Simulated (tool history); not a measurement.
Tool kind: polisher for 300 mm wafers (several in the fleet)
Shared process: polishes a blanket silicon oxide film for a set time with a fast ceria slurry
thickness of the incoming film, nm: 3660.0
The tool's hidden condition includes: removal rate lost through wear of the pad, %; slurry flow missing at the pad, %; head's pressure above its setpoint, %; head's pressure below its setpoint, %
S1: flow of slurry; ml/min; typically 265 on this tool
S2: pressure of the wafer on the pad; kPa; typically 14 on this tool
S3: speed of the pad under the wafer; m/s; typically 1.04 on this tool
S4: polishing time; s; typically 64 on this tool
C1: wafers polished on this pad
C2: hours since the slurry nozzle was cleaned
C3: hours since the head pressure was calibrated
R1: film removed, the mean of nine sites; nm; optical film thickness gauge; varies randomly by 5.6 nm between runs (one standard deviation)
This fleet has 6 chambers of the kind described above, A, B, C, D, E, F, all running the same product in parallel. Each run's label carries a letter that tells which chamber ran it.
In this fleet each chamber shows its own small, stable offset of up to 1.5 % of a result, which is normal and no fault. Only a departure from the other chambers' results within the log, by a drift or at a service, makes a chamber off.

run	day	S1	S2	S3	S4	C1	C2	C3	R1
# day 0.042: chamber B: worn pad replaced by a new one
1A	0.104	265	14	1.04	64	768	223.5	1159.4	694.47
2C	0.258	265	14	1.04	64	746	151.7	880	696.63
3D	0.354	265	14	1.04	64	173	726.3	58.1	690.97
# day 0.429: chamber F: worn pad replaced by a new one
4B	0.446	265	14	1.04	64	106	510.6	1040.5	695.8
5F	0.592	265	14	1.04	64	43	202.9	371.1	710.91
6E	0.758	325	14	1.04	57	845	573.3	902.8	638.21
7E	0.846	325	14	1.04	57	868	575.4	904.9	627.21
8C	1.008	325	14	1.04	57	943	169.7	898	628.37
9D	1.104	325	14	1.04	57	370	744.3	76.1	626.06
10F	1.204	325	14	1.04	57	204	217.6	385.8	629.62
11B	1.354	325	14	1.04	57	345	532.4	1062.3	631.11
12A	1.475	265	14	1.04	64	1128	256.4	1192.3	705.05
13C	1.592	325	14	1.04	73	1096	183.7	912	817.82
14E	1.671	325	14	1.04	73	1085	595.2	924.7	800.15
15A	1.75	325	14	1.04	73	1200	263	1198.9	807.8
16D	1.858	325	14	1.04	73	567	762.4	94.2	806.2
17B	1.954	325	14	1.04	73	502	546.8	1076.7	818.01
# day 2.042: chamber E: head pressure recalibrated
# day 2.062: chamber D: worn pad replaced by a new one
# day 2.071: chamber C: worn pad replaced by a new one
18F	2.075	325	14	1.04	73	432	238.5	406.7	807.54
# day 2.117: chamber F: slurry nozzle cleaned
19D	2.225	265	14	1.04	64	42	771.2	103	696.48
20C	2.35	265	14	1.04	64	73	201.9	930.2	688.25
# day 2.354: chamber A: worn pad replaced by a new one
21F	2.425	265	14	1.04	64	524	7.5	415.1	702.57
22E	2.508	265	14	0.8	64	1305	615.3	11.2	583.03
23B	2.617	265	14	0.8	64	676	562.7	1092.6	530.43
24A	2.721	265	14	0.8	64	96	286.3	1222.2	530.72
25F	2.817	265	14	0.8	64	627	16.9	424.5	541.64
26C	2.917	265	14	0.8	64	222	215.5	943.8	539.73
# day 3.058: chamber B: worn pad replaced by a new one
27E	3.075	265	14	0.8	64	1453	628.9	24.8	576.12
28B	3.158	265	14	1.04	64	26	575.7	1105.6	703.32
29A	3.233	340	14	0.84	64	231	298.6	1234.5	574.02
30D	3.379	340	14	0.84	64	345	798.9	130.7	573
31A	3.475	340	14	0.84	64	294	304.4	1240.3	568.26
32B	3.558	340	14	0.84	64	131	585.3	1115.2	579
33E	3.646	340	14	0.84	64	1603	642.6	38.5	629.9
# day 3.704: chamber F: head pressure recalibrated
34D	3.8	340	14	0.84	64	456	809	140.8	575.36
35F	3.879	265	14	1.04	64	906	42.4	4.2	703.03
36C	3.962	265	14	1.04	64	496	240.6	968.9	684.48
37D	4.129	265	14	1.04	64	542	816.9	148.7	700.13

All chambers now run identical settings, listed one chamber a line with results as question marks. What results will each chamber show?
38A	4.254	265	14	0.84	64				?
38B	4.254	265	14	0.84	64				?
38C	4.254	265	14	0.84	64				?
38D	4.254	265	14	0.84	64				?
38E	4.254	265	14	0.84	64				?
38F	4.254	265	14	0.84	64				?

run	R1
38A	558.59
38B	569.26
38C	561.71
38D	571.61
38E	610.84
38F	562.17
